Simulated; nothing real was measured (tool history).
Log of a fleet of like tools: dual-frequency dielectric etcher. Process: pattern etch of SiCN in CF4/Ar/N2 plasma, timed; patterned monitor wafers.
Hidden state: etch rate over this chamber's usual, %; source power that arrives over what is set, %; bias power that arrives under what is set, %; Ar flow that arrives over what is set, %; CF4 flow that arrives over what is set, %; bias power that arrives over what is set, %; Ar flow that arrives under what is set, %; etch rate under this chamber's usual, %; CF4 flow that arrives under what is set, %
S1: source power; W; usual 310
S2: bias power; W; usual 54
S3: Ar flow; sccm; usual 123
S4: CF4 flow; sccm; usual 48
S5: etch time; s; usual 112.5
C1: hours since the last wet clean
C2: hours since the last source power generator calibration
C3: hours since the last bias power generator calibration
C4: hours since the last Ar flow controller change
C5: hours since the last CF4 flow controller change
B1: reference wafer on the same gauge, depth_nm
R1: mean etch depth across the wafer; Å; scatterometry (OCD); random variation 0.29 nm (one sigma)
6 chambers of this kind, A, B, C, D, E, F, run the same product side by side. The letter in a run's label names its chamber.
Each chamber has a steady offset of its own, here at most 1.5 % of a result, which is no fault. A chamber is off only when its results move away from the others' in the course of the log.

{"day": 0.096, "done": "chamber C: CF4 flow controller replaced"}
{"run": "1F", "day": 0.221, "S1": 310, "S2": 54, "S3": 123, "S4": 48, "S5": 112.5, "C1": 205.0, "C2": 1328.1, "C3": 1395.1, "C4": 4785.4, "C5": 3668.3, "B1": 68.346, "R1": 578.55}
{"run": "2A", "day": 0.525, "S1": 310, "S2": 54, "S3": 123, "S4": 48, "S5": 112.5, "C1": 292.9, "C2": 2331.4, "C3": 397.1, "C4": 2653.5, "C5": 385.8, "B1": 68.435, "R1": 573.94}
{"run": "3C", "day": 0.712, "S1": 310, "S2": 54, "S3": 123, "S4": 48, "S5": 112.5, "C1": 258.6, "C2": 226.2, "C3": 1264.8, "C4": 1528.8, "C5": 14.8, "B1": 68.469, "R1": 563.54}
{"run": "4B", "day": 1.038, "S1": 310, "S2": 54, "S3": 123, "S4": 48, "S5": 112.5, "C1": 144.2, "C2": 467.1, "C3": 852.1, "C4": 3385.6, "C5": 702.7, "B1": 68.37, "R1": 578.09}
{"run": "5D", "day": 1.212, "S1": 310, "S2": 54, "S3": 123, "S4": 48, "S5": 112.5, "C1": 401.9, "C2": 3471.8, "C3": 1844.3, "C4": 3009.7, "C5": 3370.8, "B1": 68.491, "R1": 567.41}
{"run": "6E", "day": 1.412, "S1": 310, "S2": 54, "S3": 123, "S4": 48, "S5": 112.5, "C1": 486.7, "C2": 795.6, "C3": 53.0, "C4": 354.5, "C5": 3276.1, "B1": 68.305, "R1": 566.53}
{"day": 1.596, "done": "chamber E: wet clean of the chamber"}
{"run": "7F", "day": 1.7, "S1": 310, "S2": 54, "S3": 123, "S4": 48, "S5": 112.5, "C1": 240.5, "C2": 1363.6, "C3": 1430.6, "C4": 4820.9, "C5": 3703.8, "B1": 68.38, "R1": 579.89}
{"run": "8C", "day": 1.867, "S1": 310, "S2": 54, "S3": 123, "S4": 48, "S5": 112.5, "C1": 286.3, "C2": 253.9, "C3": 1292.5, "C4": 1556.5, "C5": 42.5, "B1": 68.39, "R1": 564.02}
{"run": "9B", "day": 2.071, "S1": 310, "S2": 54, "S3": 123, "S4": 48, "S5": 112.5, "C1": 169.0, "C2": 491.9, "C3": 876.9, "C4": 3410.4, "C5": 727.5, "B1": 68.461, "R1": 577.45}
{"run": "10E", "day": 2.35, "S1": 310, "S2": 54, "S3": 123, "S4": 48, "S5": 112.5, "C1": 18.1, "C2": 818.1, "C3": 75.5, "C4": 377.0, "C5": 3298.6, "B1": 68.463, "R1": 566.26}
{"run": "11D", "day": 2.662, "S1": 310, "S2": 54, "S3": 123, "S4": 48, "S5": 112.5, "C1": 436.7, "C2": 3506.6, "C3": 1879.1, "C4": 3044.5, "C5": 3405.6, "B1": 68.347, "R1": 568.96}
{"run": "12A", "day": 3.042, "S1": 310, "S2": 54, "S3": 123, "S4": 48, "S5": 112.5, "C1": 353.3, "C2": 2391.8, "C3": 457.5, "C4": 2713.9, "C5": 446.2, "B1": 68.459, "R1": 570.06}
{"day": 3.183, "done": "chamber A: wet clean of the chamber"}
{"run": "13A", "day": 3.408, "S1": 310, "S2": 54, "S3": 123, "S4": 48, "S5": 112.5, "C1": 5.5, "C2": 2400.6, "C3": 466.3, "C4": 2722.7, "C5": 455.0, "B1": 68.431, "R1": 570.89}
{"run": "14B", "day": 3.758, "S1": 310, "S2": 54, "S3": 123, "S4": 48, "S5": 112.5, "C1": 209.5, "C2": 532.4, "C3": 917.4, "C4": 3450.9, "C5": 768.0, "B1": 68.405, "R1": 580.57}
{"run": "15C", "day": 4.017, "S1": 310, "S2": 54, "S3": 109, "S4": 48, "S5": 112.5, "C1": 337.9, "C2": 305.5, "C3": 1344.1, "C4": 1608.1, "C5": 94.1, "B1": 68.444, "R1": 581.95}
{"day": 4.154, "done": "chamber D: wet clean of the chamber"}
{"run": "16E", "day": 4.196, "S1": 310, "S2": 54, "S3": 109, "S4": 48, "S5": 112.5, "C1": 62.4, "C2": 862.4, "C3": 119.8, "C4": 421.3, "C5": 3342.9, "B1": 68.319, "R1": 581.45}
{"run": "17F", "day": 4.55, "S1": 310, "S2": 54, "S3": 109, "S4": 48, "S5": 112.5, "C1": 308.9, "C2": 1432.0, "C3": 1499.0, "C4": 4889.3, "C5": 3772.2, "B1": 68.412, "R1": 593.45}
{"run": "18D", "day": 4.771, "S1": 310, "S2": 54, "S3": 109, "S4": 48, "S5": 112.5, "C1": 14.8, "C2": 3557.2, "C3": 1929.7, "C4": 3095.1, "C5": 3456.2, "B1": 68.408, "R1": 555.45}
{"run": "19F", "day": 5.142, "S1": 310, "S2": 54, "S3": 109, "S4": 48, "S5": 112.5, "C1": 323.1, "C2": 1446.2, "C3": 1513.2, "C4": 4903.5, "C5": 3786.4, "B1": 68.356, "R1": 591.45}
{"run": "20A", "day": 5.512, "S1": 310, "S2": 54, "S3": 109, "S4": 48, "S5": 112.5, "C1": 56.0, "C2": 2451.1, "C3": 516.8, "C4": 2773.2, "C5": 505.5, "B1": 68.473, "R1": 584.99}
{"run": "21C", "day": 5.75, "S1": 310, "S2": 54, "S3": 123, "S4": 38, "S5": 112.5, "C1": 379.5, "C2": 347.1, "C3": 1385.7, "C4": 1649.7, "C5": 135.7, "B1": 68.346, "R1": 547.88}
{"run": "22B", "day": 5.958, "S1": 310, "S2": 54, "S3": 123, "S4": 38, "S5": 112.5, "C1": 262.3, "C2": 585.2, "C3": 970.2, "C4": 3503.7, "C5": 820.8, "B1": 68.378, "R1": 558.06}
{"run": "23D", "day": 6.329, "S1": 310, "S2": 54, "S3": 123, "S4": 38, "S5": 112.5, "C1": 52.2, "C2": 3594.6, "C3": 1967.1, "C4": 3132.5, "C5": 3493.6, "B1": 68.45, "R1": 521.61}
{"run": "24E", "day": 6.583, "S1": 310, "S2": 54, "S3": 123, "S4": 38, "S5": 112.5, "C1": 119.7, "C2": 919.7, "C3": 177.1, "C4": 478.6, "C5": 3400.2, "B1": 68.444, "R1": 547.98}
{"run": "25A", "day": 6.892, "S1": 310, "S2": 54, "S3": 123, "S4": 38, "S5": 112.5, "C1": 89.1, "C2": 2484.2, "C3": 549.9, "C4": 2806.3, "C5": 538.6, "B1": 68.452, "R1": 545.98}
{"run": "26F", "day": 7.188, "S1": 310, "S2": 54, "S3": 123, "S4": 38, "S5": 112.5, "C1": 372.2, "C2": 1495.3, "C3": 1562.3, "C4": 4952.6, "C5": 3835.5, "B1": 68.359, "R1": 553.19}
{"run": "27C", "day": 7.404, "S1": 310, "S2": 54, "S3": 123, "S4": 48, "S5": 112.5, "C1": 419.2, "C2": 386.8, "C3": 1425.4, "C4": 1689.4, "C5": 175.4, "B1": 68.466, "R1": 571.05}
{"run": "28E", "day": 7.721, "S1": 310, "S2": 54, "S3": 123, "S4": 48, "S5": 112.5, "C1": 147.0, "C2": 947.0, "C3": 204.4, "C4": 505.9, "C5": 3427.5, "B1": 68.282, "R1": 565.66}
{"run": "29B", "day": 7.892, "S1": 310, "S2": 54, "S3": 123, "S4": 48, "S5": 112.5, "C1": 308.7, "C2": 631.6, "C3": 1016.6, "C4": 3550.1, "C5": 867.2, "B1": 68.451, "R1": 579.36}
{"run": "30D", "day": 8.071, "S1": 310, "S2": 54, "S3": 123, "S4": 48, "S5": 112.5, "C1": 94.0, "C2": 3636.4, "C3": 2008.9, "C4": 3174.3, "C5": 3535.4, "B1": 68.346, "R1": 543.78}
{"run": "31E", "day": 8.412, "S1": 310, "S2": 54, "S3": 123, "S4": 48, "S5": 112.5, "C1": 163.6, "C2": 963.6, "C3": 221.0, "C4": 522.5, "C5": 3444.1, "B1": 68.36, "R1": 569.44}
{"run": "32C", "day": 8.592, "S1": 310, "S2": 54, "S3": 123, "S4": 48, "S5": 112.5, "C1": 447.7, "C2": 415.3, "C3": 1453.9, "C4": 1717.9, "C5": 203.9, "B1": 68.499, "R1": 570.96}
{"run": "33B", "day": 8.958, "S1": 310, "S2": 54, "S3": 123, "S4": 48, "S5": 112.5, "C1": 334.3, "C2": 657.2, "C3": 1042.2, "C4": 3575.7, "C5": 892.8, "B1": 68.449, "R1": 580.92}
{"day": 9.021, "done": "chamber C: wet clean of the chamber"}
{"run": "34D", "day": 9.183, "S1": 310, "S2": 54, "S3": 123, "S4": 48, "S5": 112.5, "C1": 120.7, "C2": 3663.1, "C3": 2035.6, "C4": 3201.0, "C5": 3562.1, "B1": 68.457, "R1": 545.23}
{"run": "35A", "day": 9.533, "S1": 310, "S2": 54, "S3": 123, "S4": 48, "S5": 112.5, "C1": 152.5, "C2": 2547.6, "C3": 613.3, "C4": 2869.7, "C5": 602.0, "B1": 68.392, "R1": 577.09}
{"run": "36F", "day": 9.721, "S1": 310, "S2": 54, "S3": 123, "S4": 48, "S5": 112.5, "C1": 433.0, "C2": 1556.1, "C3": 1623.1, "C4": 5013.4, "C5": 3896.3, "B1": 68.368, "R1": 575.84}
{"run": "37E", "day": 10.108, "S1": 310, "S2": 54, "S3": 123, "S4": 48, "S5": 112.5, "C1": 204.3, "C2": 1004.3, "C3": 261.7, "C4": 563.2, "C5": 3484.8, "B1": 68.469, "R1": 566.89}
{"run": "38F", "day": 10.404, "S1": 310, "S2": 54, "S3": 123, "S4": 48, "S5": 112.5, "C1": 449.4, "C2": 1572.5, "C3": 1639.5, "C4": 5029.8, "C5": 3912.7, "B1": 68.393, "R1": 579.23}
{"run": "39B", "day": 10.617, "S1": 310, "S2": 54, "S3": 123, "S4": 48, "S5": 112.5, "C1": 374.1, "C2": 697.0, "C3": 1082.0, "C4": 3615.5, "C5": 932.6, "B1": 68.417, "R1": 582.83}
{"run": "40C", "day": 10.958, "S1": 250, "S2": 54, "S3": 98, "S4": 48, "S5": 112.5, "C1": 46.5, "C2": 472.1, "C3": 1510.7, "C4": 1774.7, "C5": 260.7, "B1": 68.325, "R1": 488.31}
{"run": "41D", "day": 11.317, "S1": 250, "S2": 54, "S3": 98, "S4": 48, "S5": 112.5, "C1": 171.9, "C2": 3714.3, "C3": 2086.8, "C4": 3252.2, "C5": 3613.3, "B1": 68.306, "R1": 473.97}

What goes on in this fleet: one chamber off, a drifting gauge, or nothing beyond the chambers' own small offsets? Name the chamber and the cause, if any.

A service left chamber D off against the others.
Cause: etch rate under this chamber's usual, % = 3.89.

Here are 4 candidates for chamber D's next run, each the usual settings with a change, their results left as question marks. Which one brings its results back in line with what the others give on the usual settings?
In line means no further than this from the other chambers' mean on the usual settings: R1 10.00 Å
{"run": "42D-1", "day": 11.592, "S1": 310, "S2": 54, "S3": 123, "S4": 48, "S5": 114.0, "R1": "?"}
{"run": "42D-2", "day": 11.592, "S1": 310, "S2": 54, "S3": 123, "S4": 43, "S5": 112.5, "R1": "?"}
{"run": "42D-3", "day": 11.592, "S1": 300, "S2": 54, "S3": 123, "S4": 48, "S5": 109.5, "R1": "?"}
{"run": "42D-4", "day": 11.592, "S1": 310, "S2": 60, "S3": 117, "S4": 48, "S5": 112.5, "R1": "?"}

The other chambers' mean on the usual settings: R1 574.37 Å
run=42D-1 R1=553.67
run=42D-2 R1=535.99
run=42D-3 R1=516.89
run=42D-4 R1=572.97
42D-4 brings the chamber back in line.
